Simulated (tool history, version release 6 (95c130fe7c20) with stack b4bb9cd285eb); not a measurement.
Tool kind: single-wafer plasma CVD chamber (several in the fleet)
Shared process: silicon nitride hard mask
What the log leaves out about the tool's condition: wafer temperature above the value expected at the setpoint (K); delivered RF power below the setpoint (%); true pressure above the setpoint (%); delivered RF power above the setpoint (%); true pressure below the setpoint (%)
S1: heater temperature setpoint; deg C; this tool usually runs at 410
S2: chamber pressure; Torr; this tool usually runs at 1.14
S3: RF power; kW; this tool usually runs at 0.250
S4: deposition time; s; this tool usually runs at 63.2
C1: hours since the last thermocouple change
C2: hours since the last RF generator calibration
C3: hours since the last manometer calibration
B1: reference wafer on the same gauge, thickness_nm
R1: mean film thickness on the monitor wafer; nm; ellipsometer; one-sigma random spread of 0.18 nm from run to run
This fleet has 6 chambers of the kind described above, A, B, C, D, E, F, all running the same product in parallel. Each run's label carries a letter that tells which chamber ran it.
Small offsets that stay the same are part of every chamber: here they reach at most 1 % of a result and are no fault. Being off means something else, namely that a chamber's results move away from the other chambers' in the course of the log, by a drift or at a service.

{"run": "1C", "hour": 6.1, "S1": 410, "S2": 1.14, "S3": 0.25, "S4": 63.2, "C1": 1833.7, "C2": 649.1, "C3": 1798.0, "B1": 55.829, "R1": 57.098}
{"run": "2B", "hour": 10.0, "S1": 410, "S2": 1.14, "S3": 0.25, "S4": 63.2, "C1": 60.6, "C2": 593.3, "C3": 959.2, "B1": 55.779, "R1": 57.953}
{"run": "3D", "hour": 15.3, "S1": 410, "S2": 1.14, "S3": 0.25, "S4": 63.2, "C1": 395.3, "C2": 450.9, "C3": 815.2, "B1": 55.785, "R1": 57.412}
{"run": "4A", "hour": 18.8, "S1": 410, "S2": 1.14, "S3": 0.25, "S4": 63.2, "C1": 549.6, "C2": 489.8, "C3": 1027.4, "B1": 55.835, "R1": 57.691}
{"run": "5E", "hour": 22.6, "S1": 410, "S2": 1.14, "S3": 0.215, "S4": 63.2, "C1": 117.7, "C2": 981.9, "C3": 505.6, "B1": 55.82, "R1": 51.362}
{"run": "6F", "hour": 26.5, "S1": 410, "S2": 1.14, "S3": 0.215, "S4": 63.2, "C1": 806.3, "C2": 484.2, "C3": 883.9, "B1": 55.799, "R1": 51.605}
{"run": "7A", "hour": 33.4, "S1": 410, "S2": 1.14, "S3": 0.215, "S4": 63.2, "C1": 564.2, "C2": 504.4, "C3": 1042.0, "B1": 55.809, "R1": 51.692}
{"run": "8F", "hour": 38.8, "S1": 410, "S2": 1.14, "S3": 0.215, "S4": 63.2, "C1": 818.6, "C2": 496.5, "C3": 896.2, "B1": 55.82, "R1": 51.217}
{"run": "9B", "hour": 44.3, "S1": 410, "S2": 1.14, "S3": 0.215, "S4": 63.2, "C1": 94.9, "C2": 627.6, "C3": 993.5, "B1": 55.798, "R1": 51.971}
{"run": "10E", "hour": 50.9, "S1": 410, "S2": 1.14, "S3": 0.215, "S4": 63.2, "C1": 146.0, "C2": 1010.2, "C3": 533.9, "B1": 55.802, "R1": 51.408}
{"hour": 56.0, "done": "chamber C: thermocouple changed; heater temperature recalibrated"}
{"run": "11C", "hour": 57.4, "S1": 410, "S2": 1.14, "S3": 0.25, "S4": 63.2, "C1": 1.4, "C2": 700.4, "C3": 1849.3, "B1": 55.796, "R1": 57.654}
{"run": "12D", "hour": 64.4, "S1": 410, "S2": 1.14, "S3": 0.25, "S4": 63.2, "C1": 444.4, "C2": 500.0, "C3": 864.3, "B1": 55.822, "R1": 57.347}
{"run": "13E", "hour": 70.5, "S1": 410, "S2": 1.14, "S3": 0.25, "S4": 63.2, "C1": 165.6, "C2": 1029.8, "C3": 553.5, "B1": 55.844, "R1": 57.288}
{"run": "14B", "hour": 76.1, "S1": 410, "S2": 1.14, "S3": 0.25, "S4": 63.2, "C1": 126.7, "C2": 659.4, "C3": 1025.3, "B1": 55.741, "R1": 57.861}
{"run": "15A", "hour": 81.5, "S1": 410, "S2": 1.14, "S3": 0.25, "S4": 63.2, "C1": 612.3, "C2": 552.5, "C3": 1090.1, "B1": 55.788, "R1": 57.488}
{"run": "16F", "hour": 87.5, "S1": 410, "S2": 1.14, "S3": 0.25, "S4": 63.2, "C1": 867.3, "C2": 545.2, "C3": 944.9, "B1": 55.829, "R1": 57.839}
{"run": "17D", "hour": 92.7, "S1": 410, "S2": 1.14, "S3": 0.25, "S4": 63.2, "C1": 472.7, "C2": 528.3, "C3": 892.6, "B1": 55.783, "R1": 57.31}
{"run": "18C", "hour": 96.0, "S1": 410, "S2": 0.93, "S3": 0.25, "S4": 63.2, "C1": 40.0, "C2": 739.0, "C3": 1887.9, "B1": 55.854, "R1": 53.388}
{"run": "19D", "hour": 100.2, "S1": 410, "S2": 0.93, "S3": 0.25, "S4": 63.2, "C1": 480.2, "C2": 535.8, "C3": 900.1, "B1": 55.792, "R1": 53.368}
{"run": "20B", "hour": 105.4, "S1": 410, "S2": 0.93, "S3": 0.25, "S4": 63.2, "C1": 156.0, "C2": 688.7, "C3": 1054.6, "B1": 55.796, "R1": 53.948}
{"run": "21F", "hour": 110.7, "S1": 410, "S2": 0.93, "S3": 0.25, "S4": 63.2, "C1": 890.5, "C2": 568.4, "C3": 968.1, "B1": 55.814, "R1": 54.288}
{"run": "22C", "hour": 117.0, "S1": 410, "S2": 0.93, "S3": 0.25, "S4": 63.2, "C1": 61.0, "C2": 760.0, "C3": 1908.9, "B1": 55.839, "R1": 53.284}
{"run": "23A", "hour": 120.4, "S1": 410, "S2": 0.93, "S3": 0.25, "S4": 63.2, "C1": 651.2, "C2": 591.4, "C3": 1129.0, "B1": 55.819, "R1": 53.754}
{"run": "24E", "hour": 125.9, "S1": 410, "S2": 1.14, "S3": 0.25, "S4": 63.2, "C1": 221.0, "C2": 1085.2, "C3": 608.9, "B1": 55.803, "R1": 57.483}
{"run": "25A", "hour": 129.2, "S1": 416, "S2": 1.14, "S3": 0.25, "S4": 73.4, "C1": 660.0, "C2": 600.2, "C3": 1137.8, "B1": 55.783, "R1": 67.19}
{"run": "26B", "hour": 135.6, "S1": 416, "S2": 1.14, "S3": 0.25, "S4": 73.4, "C1": 186.2, "C2": 718.9, "C3": 1084.8, "B1": 55.844, "R1": 67.333}
{"run": "27F", "hour": 142.5, "S1": 416, "S2": 1.14, "S3": 0.25, "S4": 73.4, "C1": 922.3, "C2": 600.2, "C3": 999.9, "B1": 55.84, "R1": 67.266}
{"run": "28C", "hour": 149.3, "S1": 416, "S2": 1.14, "S3": 0.25, "S4": 73.4, "C1": 93.3, "C2": 792.3, "C3": 1941.2, "B1": 55.825, "R1": 66.078}
{"run": "29E", "hour": 152.9, "S1": 416, "S2": 1.14, "S3": 0.25, "S4": 73.4, "C1": 248.0, "C2": 1112.2, "C3": 635.9, "B1": 55.747, "R1": 65.824}
{"run": "30D", "hour": 157.0, "S1": 416, "S2": 1.14, "S3": 0.25, "S4": 73.4, "C1": 537.0, "C2": 592.6, "C3": 956.9, "B1": 55.788, "R1": 66.021}
{"run": "31A", "hour": 162.3, "S1": 410, "S2": 1.14, "S3": 0.25, "S4": 63.2, "C1": 693.1, "C2": 633.3, "C3": 1170.9, "B1": 55.832, "R1": 57.625}
{"run": "32E", "hour": 165.8, "S1": 410, "S2": 1.14, "S3": 0.25, "S4": 63.2, "C1": 260.9, "C2": 1125.1, "C3": 648.8, "B1": 55.784, "R1": 56.998}
{"run": "33B", "hour": 169.7, "S1": 423, "S2": 1.14, "S3": 0.25, "S4": 63.2, "C1": 220.3, "C2": 753.0, "C3": 1118.9, "B1": 55.792, "R1": 58.038}
{"run": "34F", "hour": 173.1, "S1": 423, "S2": 1.14, "S3": 0.25, "S4": 63.2, "C1": 952.9, "C2": 630.8, "C3": 1030.5, "B1": 55.775, "R1": 58.055}
{"run": "35D", "hour": 179.2, "S1": 423, "S2": 1.14, "S3": 0.25, "S4": 63.2, "C1": 559.2, "C2": 614.8, "C3": 979.1, "B1": 55.815, "R1": 56.981}
{"run": "36C", "hour": 185.6, "S1": 423, "S2": 1.14, "S3": 0.25, "S4": 63.2, "C1": 129.6, "C2": 828.6, "C3": 1977.5, "B1": 55.752, "R1": 57.087}
{"run": "37C", "hour": 191.9, "S1": 423, "S2": 1.14, "S3": 0.25, "S4": 63.2, "C1": 135.9, "C2": 834.9, "C3": 1983.8, "B1": 55.801, "R1": 56.812}
{"run": "38F", "hour": 197.3, "S1": 423, "S2": 1.14, "S3": 0.25, "S4": 63.2, "C1": 977.1, "C2": 655.0, "C3": 1054.7, "B1": 55.815, "R1": 57.847}
{"run": "39D", "hour": 203.1, "S1": 410, "S2": 1.14, "S3": 0.25, "S4": 63.2, "C1": 583.1, "C2": 638.7, "C3": 1003.0, "B1": 55.79, "R1": 57.282}
{"run": "40B", "hour": 206.9, "S1": 410, "S2": 1.14, "S3": 0.25, "S4": 63.2, "C1": 257.5, "C2": 790.2, "C3": 1156.1, "B1": 55.805, "R1": 58.032}
{"run": "41E", "hour": 210.2, "S1": 410, "S2": 1.14, "S3": 0.25, "S4": 63.2, "C1": 305.3, "C2": 1169.5, "C3": 693.2, "B1": 55.797, "R1": 57.036}

The same settings go to every chamber for the next run, one line per chamber below. Forecast the results for each:
{"run": "42A", "hour": 215.6, "S1": 410, "S2": 1.14, "S3": 0.25, "S4": 63.2, "R1": "?"}
{"run": "42B", "hour": 215.6, "S1": 410, "S2": 1.14, "S3": 0.25, "S4": 63.2, "R1": "?"}
{"run": "42C", "hour": 215.6, "S1": 410, "S2": 1.14, "S3": 0.25, "S4": 63.2, "R1": "?"}
{"run": "42D", "hour": 215.6, "S1": 410, "S2": 1.14, "S3": 0.25, "S4": 63.2, "R1": "?"}
{"run": "42E", "hour": 215.6, "S1": 410, "S2": 1.14, "S3": 0.25, "S4": 63.2, "R1": "?"}
{"run": "42F", "hour": 215.6, "S1": 410, "S2": 1.14, "S3": 0.25, "S4": 63.2, "R1": "?"}

run=42A R1=57.293
run=42B R1=58.137
run=42C R1=57.327
run=42D R1=57.676
run=42E R1=57.239
run=42F R1=58.576

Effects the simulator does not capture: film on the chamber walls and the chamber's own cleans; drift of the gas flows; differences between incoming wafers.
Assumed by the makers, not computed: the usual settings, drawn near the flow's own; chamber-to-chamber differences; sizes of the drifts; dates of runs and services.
